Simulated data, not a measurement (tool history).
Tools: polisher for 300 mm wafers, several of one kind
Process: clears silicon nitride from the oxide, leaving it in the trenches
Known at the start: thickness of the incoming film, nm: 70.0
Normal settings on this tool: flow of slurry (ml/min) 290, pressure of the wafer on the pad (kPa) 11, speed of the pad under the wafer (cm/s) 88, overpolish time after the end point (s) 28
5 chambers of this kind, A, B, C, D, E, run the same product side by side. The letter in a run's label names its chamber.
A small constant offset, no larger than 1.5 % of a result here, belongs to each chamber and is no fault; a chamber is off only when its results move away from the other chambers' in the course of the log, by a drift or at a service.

| run | day | flow of slurry (ml/min) | pressure of the wafer on the pad (kPa) | speed of the pad under the wafer (cm/s) | overpolish time after the end point (s) | time until the end point was called (s) |
|---|---|---|---|---|---|---|
| 1C | 0.312 | 290 | 11 | 88 | 28 | 186.26 |
| 2A | 0.5 | 290 | 11 | 88 | 28 | 181.57 |
| 3B | 0.712 | 290 | 11 | 88 | 28 | 181.51 |
| 4D | 0.962 | 290 | 11 | 88 | 28 | 179.83 |
|  | 1.096 | chamber E: head pressure recalibrated |
| 5E | 1.117 | 290 | 11 | 88 | 28 | 178.86 |
| 6A | 1.367 | 290 | 11 | 88 | 28 | 182.03 |
| 7C | 1.683 | 290 | 11 | 88 | 28 | 185.78 |
| 8B | 1.883 | 205 | 11 | 78 | 28 | 216.02 |
| 9E | 2.083 | 205 | 11 | 78 | 28 | 217.54 |
|  | 2.108 | chamber B: head pressure recalibrated |
| 10D | 2.35 | 205 | 11 | 78 | 28 | 210.69 |
| 11A | 2.579 | 205 | 11 | 78 | 28 | 211.34 |
|  | 2.767 | chamber A: worn pad replaced by a new one |
| 12E | 2.862 | 205 | 11 | 78 | 28 | 212.19 |
| 13B | 3.088 | 290 | 11 | 88 | 28 | 183.8 |
| 14D | 3.412 | 290 | 11 | 88 | 28 | 180.27 |
| 15C | 3.567 | 290 | 11 | 88 | 28 | 185.68 |
| 16B | 3.804 | 290 | 11 | 88 | 28 | 180.56 |
| 17A | 4.067 | 290 | 11 | 88 | 28 | 183.81 |
| 18D | 4.242 | 290 | 11 | 88 | 28 | 181.94 |
| 19C | 4.396 | 290 | 11 | 88 | 28 | 190.54 |
| 20E | 4.667 | 290 | 11 | 88 | 28 | 184.19 |
| 21C | 4.867 | 290 | 11 | 60 | 34 | 276.89 |
| 22E | 5.129 | 290 | 11 | 60 | 34 | 272.71 |
|  | 5.346 | chamber D: worn pad replaced by a new one |
| 23B | 5.45 | 290 | 11 | 60 | 34 | 269.93 |
| 24D | 5.721 | 290 | 11 | 60 | 34 | 267.13 |
|  | 5.904 | chamber E: worn pad replaced by a new one |
|  | 5.979 | chamber B: worn pad replaced by a new one |
| 25A | 6.021 | 290 | 11 | 60 | 34 | 265.63 |
| 26B | 6.238 | 290 | 11 | 88 | 28 | 183.75 |
| 27C | 6.525 | 290 | 11 | 88 | 28 | 195.47 |
| 28A | 6.838 | 290 | 11 | 88 | 28 | 182.14 |
| 29E | 7.05 | 290 | 11 | 88 | 28 | 184.12 |
| 30D | 7.346 | 290 | 11 | 88 | 28 | 182.54 |
| 31C | 7.633 | 290 | 7.6 | 88 | 28 | 301.48 |

Has any chamber moved away from the others, gradually or after a service, or does the common gauge drift, or do the chambers differ only by their own small steady offsets? State the chamber and the most likely cause if one applies.

Chamber C drifts away from the others.
Likeliest cause: removal rate lost through wear of the pad, % = 11.5.
The log may not separate it from: head's pressure below its setpoint, %.

Here are 4 candidates for chamber C's next run, each the usual settings with a change, their results left as question marks. Which one brings its results back in line with what the others give on the usual settings?
In line means no further than this from the other chambers' mean on the usual settings: time until the end point was called (s) 8.3
| 32C-1 | 7.871 | 290 | 11 | 70 | 28 | ? |
| 32C-2 | 7.871 | 295 | 12.4 | 100 | 28 | ? |
| 32C-3 | 7.871 | 290 | 10.3 | 84 | 28 | ? |
| 32C-4 | 7.871 | 290 | 11.7 | 94 | 28 | ? |

Usual-settings mean across the other chambers: time until the end point was called (s) 182.36
| run | time until the end point was called (s) |
|---|---|
| 32C-1 | 259.69 |
| 32C-2 | 162.25 |
| 32C-3 | 231.41 |
| 32C-4 | 182.86 |
The answer is 32C-4, which returns the chamber to within the allowed miss of the others.

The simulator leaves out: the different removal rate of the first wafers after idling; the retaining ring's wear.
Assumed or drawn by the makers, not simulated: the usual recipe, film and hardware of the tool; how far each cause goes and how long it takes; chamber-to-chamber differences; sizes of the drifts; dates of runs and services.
